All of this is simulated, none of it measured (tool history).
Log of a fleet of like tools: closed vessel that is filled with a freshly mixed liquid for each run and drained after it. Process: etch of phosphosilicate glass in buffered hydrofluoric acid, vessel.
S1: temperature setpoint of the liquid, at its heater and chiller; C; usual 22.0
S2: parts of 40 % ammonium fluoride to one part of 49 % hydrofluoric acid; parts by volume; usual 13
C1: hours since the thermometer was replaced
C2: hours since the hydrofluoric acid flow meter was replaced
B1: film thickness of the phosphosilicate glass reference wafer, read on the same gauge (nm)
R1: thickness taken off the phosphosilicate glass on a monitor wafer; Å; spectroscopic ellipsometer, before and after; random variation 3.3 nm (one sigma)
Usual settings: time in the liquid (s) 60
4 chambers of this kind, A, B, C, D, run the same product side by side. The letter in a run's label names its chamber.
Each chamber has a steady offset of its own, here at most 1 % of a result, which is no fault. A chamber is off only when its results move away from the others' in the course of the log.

{"run": "1C", "day": 0.221, "S1": 22.0, "S2": 13, "time in the liquid (s)": 60, "C1": 131.1, "C2": 74.1, "B1": 39.997, "R1": 4190.0}
{"run": "2B", "day": 0.483, "S1": 22.0, "S2": 13, "time in the liquid (s)": 60, "C1": 433.6, "C2": 285.1, "B1": 40.021, "R1": 4184.8}
{"run": "3A", "day": 0.671, "S1": 22.0, "S2": 13, "time in the liquid (s)": 60, "C1": 1539.7, "C2": 311.6, "B1": 39.977, "R1": 4258.4}
{"run": "4D", "day": 0.808, "S1": 22.0, "S2": 13, "time in the liquid (s)": 60, "C1": 1077.7, "C2": 351.9, "B1": 40.026, "R1": 4217.3}
{"run": "5C", "day": 1.008, "S1": 22.0, "S2": 13, "time in the liquid (s)": 60, "C1": 150.0, "C2": 93.0, "B1": 39.986, "R1": 4195.9}
{"run": "6B", "day": 1.183, "S1": 22.0, "S2": 13, "time in the liquid (s)": 60, "C1": 450.4, "C2": 301.9, "B1": 39.995, "R1": 4231.5}
{"run": "7A", "day": 1.488, "S1": 25.5, "S2": 13, "time in the liquid (s)": 90, "C1": 1559.3, "C2": 331.2, "B1": 40.008, "R1": 7661.2}
{"run": "8D", "day": 1.767, "S1": 25.5, "S2": 13, "time in the liquid (s)": 90, "C1": 1100.7, "C2": 374.9, "B1": 40.004, "R1": 7721.3}
{"run": "9B", "day": 2.025, "S1": 25.5, "S2": 13, "time in the liquid (s)": 90, "C1": 470.6, "C2": 322.1, "B1": 39.991, "R1": 7692.9}
{"run": "10C", "day": 2.233, "S1": 25.5, "S2": 13, "time in the liquid (s)": 90, "C1": 179.4, "C2": 122.4, "B1": 39.988, "R1": 7745.2}
{"run": "11A", "day": 2.521, "S1": 22.0, "S2": 13, "time in the liquid (s)": 60, "C1": 1584.1, "C2": 356.0, "B1": 40.016, "R1": 4273.2}
{"run": "12D", "day": 2.696, "S1": 22.0, "S2": 13, "time in the liquid (s)": 60, "C1": 1123.0, "C2": 397.2, "B1": 40.006, "R1": 4158.1}
{"run": "13D", "day": 2.988, "S1": 22.0, "S2": 13, "time in the liquid (s)": 60, "C1": 1130.0, "C2": 404.2, "B1": 39.999, "R1": 4192.2}
{"run": "14B", "day": 3.2, "S1": 22.0, "S2": 13, "time in the liquid (s)": 60, "C1": 498.8, "C2": 350.3, "B1": 40.007, "R1": 4232.6}
{"run": "15A", "day": 3.342, "S1": 23.5, "S2": 13, "time in the liquid (s)": 60, "C1": 1603.8, "C2": 375.7, "B1": 40.015, "R1": 4601.0}
{"run": "16C", "day": 3.554, "S1": 23.5, "S2": 13, "time in the liquid (s)": 60, "C1": 211.1, "C2": 154.1, "B1": 39.975, "R1": 4598.6}
{"run": "17C", "day": 3.867, "S1": 23.5, "S2": 13, "time in the liquid (s)": 60, "C1": 218.6, "C2": 161.6, "B1": 39.999, "R1": 4686.1}
{"run": "18A", "day": 4.071, "S1": 23.5, "S2": 13, "time in the liquid (s)": 60, "C1": 1621.3, "C2": 393.2, "B1": 39.992, "R1": 4659.0}
{"run": "19B", "day": 4.296, "S1": 22.0, "S2": 13, "time in the liquid (s)": 60, "C1": 525.1, "C2": 376.6, "B1": 40.014, "R1": 4272.1}
{"run": "20D", "day": 4.521, "S1": 22.0, "S2": 11, "time in the liquid (s)": 60, "C1": 1166.8, "C2": 441.0, "B1": 40.038, "R1": 4964.0}
{"run": "21C", "day": 4.767, "S1": 22.0, "S2": 11, "time in the liquid (s)": 60, "C1": 240.2, "C2": 183.2, "B1": 40.006, "R1": 4984.0}
{"run": "22B", "day": 5.029, "S1": 22.0, "S2": 11, "time in the liquid (s)": 60, "C1": 542.7, "C2": 394.2, "B1": 40.002, "R1": 4910.6}
{"run": "23D", "day": 5.2, "S1": 22.0, "S2": 11, "time in the liquid (s)": 60, "C1": 1183.1, "C2": 457.3, "B1": 39.97, "R1": 4949.4}
{"day": 5.362, "done": "chamber A: thermometer replaced"}
{"run": "24A", "day": 5.446, "S1": 22.0, "S2": 13, "time in the liquid (s)": 60, "C1": 2.0, "C2": 426.2, "B1": 39.993, "R1": 4296.2}
{"run": "25D", "day": 5.679, "S1": 22.0, "S2": 13, "time in the liquid (s)": 60, "C1": 1194.6, "C2": 468.8, "B1": 39.985, "R1": 4238.7}
{"run": "26C", "day": 5.896, "S1": 22.0, "S2": 13, "time in the liquid (s)": 60, "C1": 267.3, "C2": 210.3, "B1": 40.034, "R1": 4282.0}
{"run": "27A", "day": 6.046, "S1": 22.0, "S2": 13, "time in the liquid (s)": 60, "C1": 16.4, "C2": 440.6, "B1": 40.006, "R1": 4259.0}
{"run": "28B", "day": 6.312, "S1": 22.0, "S2": 13, "time in the liquid (s)": 60, "C1": 573.5, "C2": 425.0, "B1": 39.992, "R1": 4249.4}
{"run": "29C", "day": 6.592, "S1": 22.0, "S2": 13, "time in the liquid (s)": 60, "C1": 284.0, "C2": 227.0, "B1": 40.005, "R1": 4267.4}
{"run": "30A", "day": 6.858, "S1": 22.0, "S2": 13, "time in the liquid (s)": 60, "C1": 35.9, "C2": 460.1, "B1": 40.018, "R1": 4248.3}
{"run": "31B", "day": 7.1, "S1": 22.0, "S2": 15, "time in the liquid (s)": 45, "C1": 592.4, "C2": 443.9, "B1": 40.01, "R1": 2790.4}
{"run": "32D", "day": 7.275, "S1": 22.0, "S2": 15, "time in the liquid (s)": 45, "C1": 1232.9, "C2": 507.1, "B1": 40.015, "R1": 2736.9}
{"run": "33B", "day": 7.579, "S1": 22.0, "S2": 15, "time in the liquid (s)": 45, "C1": 603.9, "C2": 455.4, "B1": 39.976, "R1": 2781.0}
{"run": "34D", "day": 7.888, "S1": 22.0, "S2": 15, "time in the liquid (s)": 45, "C1": 1247.6, "C2": 521.8, "B1": 39.986, "R1": 2746.1}
{"run": "35C", "day": 8.1, "S1": 22.0, "S2": 13, "time in the liquid (s)": 60, "C1": 320.2, "C2": 263.2, "B1": 40.024, "R1": 4264.1}
{"run": "36A", "day": 8.375, "S1": 22.0, "S2": 13, "time in the liquid (s)": 60, "C1": 72.3, "C2": 496.5, "B1": 39.983, "R1": 4283.1}

What goes on in this fleet: one chamber off, a drifting gauge, or nothing beyond the chambers' own small offsets? Name the chamber and the cause, if any.

No chamber stands off beyond its own small offset, and the gauge holds steady.
